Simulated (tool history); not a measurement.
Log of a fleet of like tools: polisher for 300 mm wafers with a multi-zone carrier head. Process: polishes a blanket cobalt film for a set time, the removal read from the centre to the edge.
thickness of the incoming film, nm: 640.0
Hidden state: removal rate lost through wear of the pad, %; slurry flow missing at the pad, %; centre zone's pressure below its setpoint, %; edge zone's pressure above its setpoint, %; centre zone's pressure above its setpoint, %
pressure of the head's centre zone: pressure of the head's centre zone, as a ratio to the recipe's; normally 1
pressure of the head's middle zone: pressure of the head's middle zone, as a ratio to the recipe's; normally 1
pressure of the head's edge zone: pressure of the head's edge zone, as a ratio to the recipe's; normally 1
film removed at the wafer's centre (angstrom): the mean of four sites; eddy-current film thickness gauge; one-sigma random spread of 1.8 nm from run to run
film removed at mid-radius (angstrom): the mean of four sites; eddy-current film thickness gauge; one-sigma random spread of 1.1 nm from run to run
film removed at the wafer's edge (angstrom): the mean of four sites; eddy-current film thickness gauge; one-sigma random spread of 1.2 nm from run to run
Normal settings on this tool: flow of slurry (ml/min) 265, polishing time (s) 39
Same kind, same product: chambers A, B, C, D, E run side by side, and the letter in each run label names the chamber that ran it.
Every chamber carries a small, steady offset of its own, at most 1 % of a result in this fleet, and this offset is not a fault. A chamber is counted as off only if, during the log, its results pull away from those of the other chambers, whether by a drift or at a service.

run     day  flow of slurry (ml/min)  pressure of the head's centre zone  pressure of the head's middle zone  pressure of the head's edge zone  polishing time (s)  wafers polished on this pad  hours since the slurry nozzle was cleaned  hours since the centre zone pressure was calibrated  hours since the edge zone pressure was calibrated  film removed at the wafer's centre (angstrom)  film removed at mid-radius (angstrom)  film removed at the wafer's edge (angstrom)
 1D   0.404                      265                                   1                                   1                                 1                  39                          516                                        182                                               1082.8                                             1049.4                                         1332.6                                 1368.4                                       1364.6
 2C    0.75                      265                                   1                                   1                                 1                  39                          152                                      457.2                                                   19                                              356.3                                           1374                                 1331.8                                         1356
      1.071  -- chamber E: worn pad replaced by a new one
 3A   1.133                      265                                   1                                   1                                 1                  39                          303                                      152.9                                                264.8                                              348.2                                         1340.6                                   1349                                       1369.6
 4E   1.438                      265                                   1                                   1                                 1                  39                           69                                      622.6                                                  707                                              727.5                                         1332.4                                 1354.6                                       1361.5
      1.488  -- chamber C: slurry nozzle cleaned
 5B   1.658                      265                                   1                                   1                              1.04                  53                          550                                      758.2                                                754.3                                              632.1                                         1819.9                                 1824.3                                         1843
 6D   1.933                      265                                   1                                   1                              1.04                  53                          805                                      218.7                                               1119.5                                             1086.1                                         1814.8                                 1850.6                                       1897.5
 7B   2.162                      265                                   1                                   1                              1.04                  53                          646                                      770.3                                                766.4                                              644.2                                         1812.9                                 1791.6                                       1821.1
      2.338  -- chamber B: edge zone pressure recalibrated
 8E   2.462                      265                                   1                                   1                              1.04                  53                          263                                      647.2                                                731.6                                              752.1                                         1786.2                                 1818.1                                       1900.8
        2.5  -- chamber C: edge zone pressure recalibrated
 9A    2.65                      265                                   1                                   1                              1.04                  53                          589                                      189.3                                                301.2                                              384.6                                         1832.8                                 1835.4                                       1868.3
10C    2.95                      205                                   1                                   1                              1.08                  39                          567                                       35.2                                                 71.8                                               10.9                                         1296.4                                 1324.2                                       1378.6
11E   3.246                      205                                   1                                   1                              1.08                  39                          411                                        666                                                750.4                                              770.9                                         1292.4                                 1311.8                                       1388.9
      3.308  -- chamber A: worn pad replaced by a new one
12C    3.55                      205                                   1                                   1                              1.08                  39                          680                                       49.6                                                 86.2                                               25.3                                         1300.4                                 1293.6                                         1358
13D   3.746                      205                                   1                                   1                              1.08                  39                         1147                                      262.2                                                 1163                                             1129.6                                         1325.1                                 1310.4                                       1390.6
      3.829  -- chamber B: worn pad replaced by a new one
14A   3.929                      205                                   1                                   1                              1.08                  39                          117                                        220                                                331.9                                              415.3                                         1298.8                                   1330                                       1379.2
      3.933  -- chamber D: worn pad replaced by a new one
15B   4.129                      265                                   1                                   1                                 1                  39                           56                                      817.5                                                813.6                                                 43                                         1354.8                                   1313                                         1338
      4.154  -- chamber B: slurry nozzle cleaned
16C   4.317                      265                                   1                                   1                                 1                  39                          825                                         68                                                104.6                                               43.7                                         1350.7                                 1332.8                                       1323.6
      4.392  -- chamber E: slurry nozzle cleaned
17E   4.579                      205                                   1                                0.92                                 1                  39                          662                                        4.6                                                782.4                                              802.9                                         1291.3                                   1231                                       1345.3
18B   4.975                      205                                   1                                0.92                                 1                  39                          216                                       19.8                                                833.9                                               63.3                                         1307.9                                 1205.7                                       1302.7
19D   5.225                      205                                   1                                0.92                                 1                  39                          244                                      297.7                                               1198.5                                             1165.1                                         1333.6                                 1222.4                                       1337.8
20A   5.612                      205                                   1                                0.92                                 1                  39                          435                                      260.4                                                372.3                                              455.7                                         1317.1                                 1204.4                                       1326.1
      5.638  -- chamber C: worn pad replaced by a new one
      5.762  -- chamber E: centre zone pressure recalibrated
21B   6.008                      205                                   1                                0.92                                 1                  39                          411                                       44.6                                                858.7                                               88.1                                         1297.1                                 1201.3                                       1329.9
      6.079  -- chamber D: edge zone pressure recalibrated
22C   6.275                      265                                   1                                   1                                 1                  39                          120                                        115                                                151.6                                               90.7                                         1377.1                                 1340.8                                       1340.5
      6.362  -- chamber D: centre zone pressure recalibrated
23E   6.596                      265                                   1                                   1                                 1                  39                         1043                                         53                                                   20                                              851.3                                         1336.5                                 1362.1                                       1364.8
      6.771  -- chamber A: worn pad replaced by a new one
24A   6.879                      265                                   1                                   1                                 1                  39                           20                                      290.8                                                402.7                                              486.1                                         1357.9                                 1374.6                                       1371.4
      6.929  -- chamber A: slurry nozzle cleaned
      7.146  -- chamber E: worn pad replaced by a new one
25D   7.154                      265                                   1                                   1                                 1                  39                          608                                        344                                                 19.1                                               25.8                                         1344.1                                 1346.6                                         1364
      7.375  -- chamber B: centre zone pressure recalibrated
26E   7.467                      265                                   1                                   1                                 1                  39                           61                                       73.9                                                 40.9                                              872.2                                         1370.4                                 1353.6                                       1349.8
27C   7.771                      265                                   1                                   1                                 1                  39                          402                                      150.9                                                187.5                                              126.6                                         1357.1                                 1334.2                                       1337.1
28B   8.033                      265                                   1                                   1                                 1                  39                          793                                       93.2                                                 15.8                                              136.7                                           1438                                 1345.1                                       1353.9
29D   8.383                      265                                   1                                   1                                 1                  39                          840                                      373.5                                                 48.6                                               55.3                                         1353.7                                   1336                                       1343.3
30A   8.667                      265                                   1                                   1                               0.9                  49                          358                                       41.7                                                445.6                                                529                                         1688.3                                 1703.3                                       1581.4
31C   8.942                      265                                   1                                   1                               0.9                  49                          623                                        179                                                215.6                                              154.7                                         1673.5                                 1690.5                                       1561.4
      9.271  -- chamber B: worn pad replaced by a new one
32B   9.312                      265                                   1                                   1                               0.9                  49                            8                                      123.9                                                 46.5                                              167.4                                         1862.3                                 1702.8                                       1586.7
      9.342  -- chamber D: worn pad replaced by a new one
33D   9.525                      265                                   1                                   1                               0.9                  49                           35                                      400.9                                                   76                                               82.7                                         1630.1                                 1699.7                                       1608.7
34A   9.908                      265                                   1                                   1                               0.9                  49                          592                                       71.5                                                475.4                                              558.8                                         1695.2                                 1665.8                                       1626.3
35E  10.171                      265                                   1                                   1                                 1                  39                          571                                      138.8                                                105.8                                              937.1                                         1362.1                                 1340.3                                       1360.6
     10.183  -- chamber A: worn pad replaced by a new one
36B  10.383                      265                                   1                                   1                                 1                  39                          210                                      149.6                                                 72.2                                              193.1                                         1434.9                                 1338.7                                       1339.5
37E  10.596                      265                                   1                                   1                                 1                  39                          651                                        149                                                  116                                              947.3                                         1343.1                                 1377.6                                       1365.8
     10.908  -- chamber C: worn pad replaced by a new one
38C  10.975                      265                                   1                                   1                                 1                  39                           12                                      227.8                                                264.4                                              203.5                                         1349.7                                 1342.8                                       1342.1
39A  11.371                      265                                   1                                   1                                 1                  39                          224                                      106.6                                                510.5                                              593.9                                         1346.5                                 1351.8                                       1360.7
40D  11.708                      265                                   1                                1.04                                 1                  39                          447                                      453.3                                                128.4                                              135.1                                         1334.5                                 1405.1                                         1356

The same settings go to every chamber for the next run, one line per chamber below. Forecast the results for each:
41A  12.004                      265                                   1                                   1                                 1                  39                                                                                                                                                                                                                              ?                                      ?                                            ?
41B  12.004                      265                                   1                                   1                                 1                  39                                                                                                                                                                                                                              ?                                      ?                                            ?
41C  12.004                      265                                   1                                   1                                 1                  39                                                                                                                                                                                                                              ?                                      ?                                            ?
41D  12.004                      265                                   1                                   1                                 1                  39                                                                                                                                                                                                                              ?                                      ?                                            ?
41E  12.004                      265                                   1                                   1                                 1                  39                                                                                                                                                                                                                              ?                                      ?                                            ?

run  film removed at the wafer's centre (angstrom)  film removed at mid-radius (angstrom)  film removed at the wafer's edge (angstrom)
41A                                         1365.8                                 1354.8                                       1376.7
41B                                         1420.2                                 1344.1                                       1347.9
41C                                         1364.3                                 1343.1                                       1337.1
41D                                         1366.4                                 1343.8                                       1363.2
41E                                         1349.8                                   1356                                       1364.9
